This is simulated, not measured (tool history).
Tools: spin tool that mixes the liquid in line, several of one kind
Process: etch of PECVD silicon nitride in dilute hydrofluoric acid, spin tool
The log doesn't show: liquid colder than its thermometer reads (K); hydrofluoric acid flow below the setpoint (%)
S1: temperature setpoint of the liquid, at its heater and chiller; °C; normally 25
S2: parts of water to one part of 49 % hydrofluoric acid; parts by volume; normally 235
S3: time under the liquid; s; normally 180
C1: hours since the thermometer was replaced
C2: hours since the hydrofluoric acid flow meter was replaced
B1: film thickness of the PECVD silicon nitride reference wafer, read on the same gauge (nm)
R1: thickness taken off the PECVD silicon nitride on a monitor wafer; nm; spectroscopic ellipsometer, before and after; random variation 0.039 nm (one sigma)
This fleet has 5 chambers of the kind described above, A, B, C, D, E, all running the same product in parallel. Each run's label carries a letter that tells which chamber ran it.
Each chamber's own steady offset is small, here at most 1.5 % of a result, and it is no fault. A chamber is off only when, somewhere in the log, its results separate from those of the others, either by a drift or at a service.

run,hour,S1,S2,S3,C1,C2,B1,R1
1B,5.4,25,235,180,1103.1,594.1,80.003,3.2452
2D,8.2,25,235,180,1120.1,404.5,79.994,3.1863
3A,11.7,25,235,180,466.2,2077.7,79.988,3.1847
4E,15.8,25,235,180,122.8,52.9,79.997,3.2014
5C,19.9,25,235,180,537.5,73.1,79.993,3.2222
6A,22.7,25,235,180,477.2,2088.7,80.026,3.209
7B,26.9,25,235,180,1124.6,615.6,79.991,3.2128
8C,32.5,25,235,180,550.1,85.7,80.011,3.2592
9E,37.9,25,235,180,144.9,75,79.985,3.1946
10D,41.6,25,235,180,1153.5,437.9,79.989,3.1925
11A,47.3,25,235,285,501.8,2113.3,79.984,5.1144
12E,51.1,25,235,285,158.1,88.2,79.977,5.1354
13C,56.4,25,235,285,574,109.6,80.019,5.1543
14B,61.5,25,235,285,1159.2,650.2,80.001,5.1385
15D,66.1,25,235,285,1178,462.4,80.013,4.8464
16D,70.5,25,235,180,1182.4,466.8,79.982,3.0607
17E,74.2,25,235,180,181.2,111.3,79.982,3.1217
18B,76.9,25,235,180,1174.6,665.6,79.966,3.2868
19A,82.6,25,235,180,537.1,2148.6,80,3.215
20C,86.9,25,235,180,604.5,140.1,79.982,3.1917
21C,91.5,23,345,180,609.1,144.7,80.031,1.946
22A,96.7,23,345,180,551.2,2162.7,80.011,1.9567
23E,99.5,23,345,180,206.5,136.6,79.984,1.9005
24B,105.2,23,345,180,1202.9,693.9,80.038,1.9485
25D,110.1,23,345,180,1222,506.4,80.003,1.823
26B,113.8,25,235,180,1211.5,702.5,80.048,3.2648
27C,118.5,28,235,285,636.1,171.7,80.036,6.0469
28D,122.7,28,235,285,1234.6,519,80.04,5.6351
29E,128.3,28,235,285,235.3,165.4,79.999,6.0637
30A,132.6,28,235,285,587.1,2198.6,79.981,6.0634
31B,136.4,28,235,285,1234.1,725.1,80.041,6.0798
32C,141.4,25,235,180,659,194.6,79.997,3.2095
33D,147.2,25,150,230,1259.1,543.5,79.991,5.8564
34E,151.5,25,150,230,258.5,188.6,79.992,6.569

For the next run the whole fleet of 5 chambers uses the same settings. Give each chamber's results:
35A,156.1,25,175,180,,,,?
35B,156.1,25,175,180,,,,?
35C,156.1,25,175,180,,,,?
35D,156.1,25,175,180,,,,?
35E,156.1,25,175,180,,,,?

run,R1
35A,4.2436
35B,4.3232
35C,4.303
35D,3.7816
35E,4.2375
